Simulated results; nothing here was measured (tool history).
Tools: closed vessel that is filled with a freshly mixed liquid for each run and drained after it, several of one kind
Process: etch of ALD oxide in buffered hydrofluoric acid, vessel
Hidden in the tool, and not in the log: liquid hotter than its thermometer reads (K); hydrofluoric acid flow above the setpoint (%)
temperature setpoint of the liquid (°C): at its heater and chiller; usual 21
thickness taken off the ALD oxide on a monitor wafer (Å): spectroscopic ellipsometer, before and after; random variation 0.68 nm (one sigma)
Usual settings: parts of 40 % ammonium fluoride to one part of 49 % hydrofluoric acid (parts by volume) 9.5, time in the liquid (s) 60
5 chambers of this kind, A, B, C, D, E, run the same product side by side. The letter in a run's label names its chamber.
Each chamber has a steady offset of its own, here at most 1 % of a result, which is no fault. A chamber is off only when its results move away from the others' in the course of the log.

run,hour,temperature setpoint of the liquid (°C),parts of 40 % ammonium fluoride to one part of 49 % hydrofluoric acid (parts by volume),time in the liquid (s),hours since the thermometer was replaced,hours since the hydrofluoric acid flow meter was replaced,"read-back film thickness of the ALD oxide reference wafer, read on the same gauge (nm)",thickness taken off the ALD oxide on a monitor wafer (Å)
1B,12.2,21,9.5,60,794.3,393.3,49.963,738.43
2D,23.4,21,9.5,60,138.7,492.7,50.033,747.27
3C,35.5,21,9.5,60,981.7,432.5,49.999,734.65
4E,46.6,21,9.5,60,1341.3,756.8,49.972,744.73
5A,58.2,21,9.5,60,649.3,259.1,49.971,742.46
6C,67.2,21,9.5,60,1013.4,464.2,50.021,748.88
7A,78.7,21,9.5,60,669.8,279.6,50.025,734.8
8E,84.6,21,9.5,60,1379.3,794.8,50.001,745.41
9D,97,21,9.5,60,212.3,566.3,50.023,741.09
10B,104.1,21,9.5,60,886.2,485.2,50.061,743.15
11E,110.8,21,9.5,60,1405.5,821,50.004,750.26
12C,123.2,21,9.5,60,1069.4,520.2,49.986,736.95
13A,129.1,21,9.5,60,720.2,330,49.947,736.91
14B,140.6,21,12,60,922.7,521.7,49.963,597.12
15D,147.9,21,12,60,263.2,617.2,49.991,602.36
16E,159.9,21,12,60,1454.6,870.1,49.999,607.8
17D,169,21,12,60,284.3,638.3,49.994,600.28
18C,177,21,12,60,1123.2,574,49.968,589.61
19B,188.1,21,9.5,60,970.2,569.2,50.022,742.23
20A,198.3,21,9.5,60,789.4,399.2,50.022,739.58
21A,209.7,21,9.5,60,800.8,410.6,50,735.96
22E,219.8,21,9.5,60,1514.5,930,49.939,739.15
23B,228.4,21,9.5,60,1010.5,609.5,50.032,745.75
24D,238,21,9.5,60,353.3,707.3,50.034,739.33
25C,248,21,12.5,50,1194.2,645,49.985,477.6
26A,258.6,21,12.5,50,849.7,459.5,50.003,477.02
27B,265.6,21,12.5,50,1047.7,646.7,49.998,486.11
28C,275.1,21,12.5,50,1221.3,672.1,49.944,476.49
29E,285.4,21,12.5,50,1580.1,995.6,49.983,487.63
30D,294.3,21,9.5,60,409.6,763.6,50.003,731.21
31D,300,21,9.5,60,415.3,769.3,50.006,739.37
32C,311.6,21,9.5,60,1257.8,708.6,50.024,736.77
# hour 314.9: chamber A: hydrofluoric acid flow meter replaced
33E,318.2,21,9.5,60,1612.9,1028.4,49.986,749.37
34B,326.3,21,12,60,1108.4,707.4,49.974,619.73
35A,337.7,21,12,60,928.8,22.8,50.009,603.74
36E,350.1,21,12,60,1644.8,1060.3,50.04,603.48
# hour 353.7: chamber C: hydrofluoric acid flow meter replaced
37C,358.4,21,12,60,1304.6,4.7,49.972,595.47
38D,368.4,21,12,60,483.7,837.7,49.996,605.67
39A,377.2,21,9.5,35,968.3,62.3,50,433.27
40B,385.4,21,9.5,35,1167.5,766.5,49.963,456.04
41A,391.7,21,9.5,35,982.8,76.8,50.011,426.62

All 5 chambers run these settings next. Forecast each chamber's results:
42A,401,21,9.5,60,,,,?
42B,401,21,9.5,60,,,,?
42C,401,21,9.5,60,,,,?
42D,401,21,9.5,60,,,,?
42E,401,21,9.5,60,,,,?

run,thickness taken off the ALD oxide on a monitor wafer (Å)
42A,738.56
42B,772.18
42C,732.89
42D,745.39
42E,734.67

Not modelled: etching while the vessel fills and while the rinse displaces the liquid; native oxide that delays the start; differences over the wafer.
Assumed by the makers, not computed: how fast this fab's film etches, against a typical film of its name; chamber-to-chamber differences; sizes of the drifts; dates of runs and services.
